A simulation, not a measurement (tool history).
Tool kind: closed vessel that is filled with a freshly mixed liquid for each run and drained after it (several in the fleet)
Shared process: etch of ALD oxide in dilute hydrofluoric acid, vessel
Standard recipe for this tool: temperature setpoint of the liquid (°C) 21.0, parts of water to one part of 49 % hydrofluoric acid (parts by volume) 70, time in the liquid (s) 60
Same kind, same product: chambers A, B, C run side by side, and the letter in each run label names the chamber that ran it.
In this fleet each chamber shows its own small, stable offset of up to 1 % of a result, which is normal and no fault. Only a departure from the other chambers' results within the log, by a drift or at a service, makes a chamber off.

run    day  temperature setpoint of the liquid (°C)  parts of water to one part of 49 % hydrofluoric acid (parts by volume)  time in the liquid (s)  hours since the thermometer was replaced  hours since the hydrofluoric acid flow meter was replaced  read-back film thickness of the ALD oxide reference wafer, read on the same gauge (nm)  thickness taken off the ALD oxide on a monitor wafer (angstrom)
 1B  0.104                                     21.0                                                                      70                      60                                    1950.5                                                      252.4                                                                                  70.002                                                           166.22
 2C  0.242                                     21.0                                                                      70                      60                                     484.5                                                      258.5                                                                                  70.003                                                           168.76
 3A  0.450                                     21.0                                                                      70                      60                                     559.3                                                      489.3                                                                                  70.014                                                           165.07
 4C  0.621                                     21.0                                                                      70                      60                                     493.6                                                      267.6                                                                                  69.987                                                           168.08
 5A  0.817                                     21.0                                                                      70                      60                                     568.1                                                      498.1                                                                                  70.000                                                           167.21
 6B  0.971                                     19.0                                                                      90                      60                                    1971.3                                                      273.2                                                                                  70.001                                                           116.59
 7C  1.104                                     19.0                                                                      90                      60                                     505.2                                                      279.2                                                                                  70.007                                                           117.40
 8A  1.262                                     19.0                                                                      90                      60                                     578.8                                                      508.8                                                                                  70.013                                                           117.10
 9B  1.450                                     21.0                                                                      95                      85                                    1982.8                                                      284.7                                                                                  69.988                                                           169.71
10A  1.604                                     21.0                                                                      95                      85                                     587.0                                                      517.0                                                                                  69.998                                                           170.55
11B  1.825                                     21.0                                                                      95                      85                                    1991.8                                                      293.7                                                                                  70.001                                                           170.26
12C  2.004                                     21.0                                                                      70                      60                                     526.8                                                      300.8                                                                                  70.004                                                           167.84
13C  2.108                                     21.0                                                                      70                      60                                     529.3                                                      303.3                                                                                  69.999                                                           169.05
14B  2.208                                     21.0                                                                      70                      60                                    2001.0                                                      302.9                                                                                  69.995                                                           166.24
15A  2.375                                     25.0                                                                      70                      45                                     605.5                                                      535.5                                                                                  69.998                                                           152.88
16A  2.579                                     25.0                                                                      70                      45                                     610.4                                                      540.4                                                                                  69.990                                                           155.40
17B  2.696                                     25.0                                                                      70                      45                                    2012.7                                                      314.6                                                                                  70.009                                                           146.66
18C  2.833                                     21.0                                                                      95                      60                                     546.7                                                      320.7                                                                                  70.006                                                           122.06
19C  3.004                                     21.0                                                                      95                      60                                     550.8                                                      324.8                                                                                  69.991                                                           118.29
20B  3.146                                     21.0                                                                      95                      60                                    2023.5                                                      325.4                                                                                  70.001                                                           118.78
21A  3.262                                     25.5                                                                      70                      45                                     626.8                                                      556.8                                                                                  70.001                                                           160.52
22B  3.417                                     25.5                                                                      70                      45                                    2030.0                                                      331.9                                                                                  70.011                                                           149.80
23A  3.621                                     25.5                                                                      70                      45                                     635.4                                                      565.4                                                                                  70.010                                                           162.67

Which is it: a chamber that has drifted or been left off by a service, a gauge drift common to all chambers, or only each chamber's usual small offset? If a chamber is off, name it and its likeliest cause.

Little by little, chamber A moves away from the other chambers.
Cause: hydrofluoric acid flow above the setpoint (%) = 8.56.
The log may not separate it from: liquid hotter than its thermometer reads (K).

Below are 4 candidate recipes for chamber A's next run, each the usual settings with a change, their results shown as question marks. Which of them brings A's results back in line with what the other chambers give on the usual settings?
Counts as in line when no further than this from what the other chambers average on the usual settings: thickness taken off the ALD oxide on a monitor wafer (angstrom) 4.00
24A-1  3.779                                     20.0                                                                      70                      60                                                                                                                                                                                                                                                             ?
24A-2  3.779                                     19.0                                                                      70                      60                                                                                                                                                                                                                                                             ?
24A-3  3.779                                     22.0                                                                      70                      60                                                                                                                                                                                                                                                             ?
24A-4  3.779                                     21.0                                                                      65                      60                                                                                                                                                                                                                                                             ?

Average result of the remaining chambers running the usual settings: thickness taken off the ALD oxide on a monitor wafer (angstrom) 167.64
  run  thickness taken off the ALD oxide on a monitor wafer (angstrom)
24A-1                                                           174.39
24A-2                                                           167.33
24A-3                                                           189.33
24A-4                                                           196.91
24A-2 is the one that brings the chamber's results back in line with the other chambers.

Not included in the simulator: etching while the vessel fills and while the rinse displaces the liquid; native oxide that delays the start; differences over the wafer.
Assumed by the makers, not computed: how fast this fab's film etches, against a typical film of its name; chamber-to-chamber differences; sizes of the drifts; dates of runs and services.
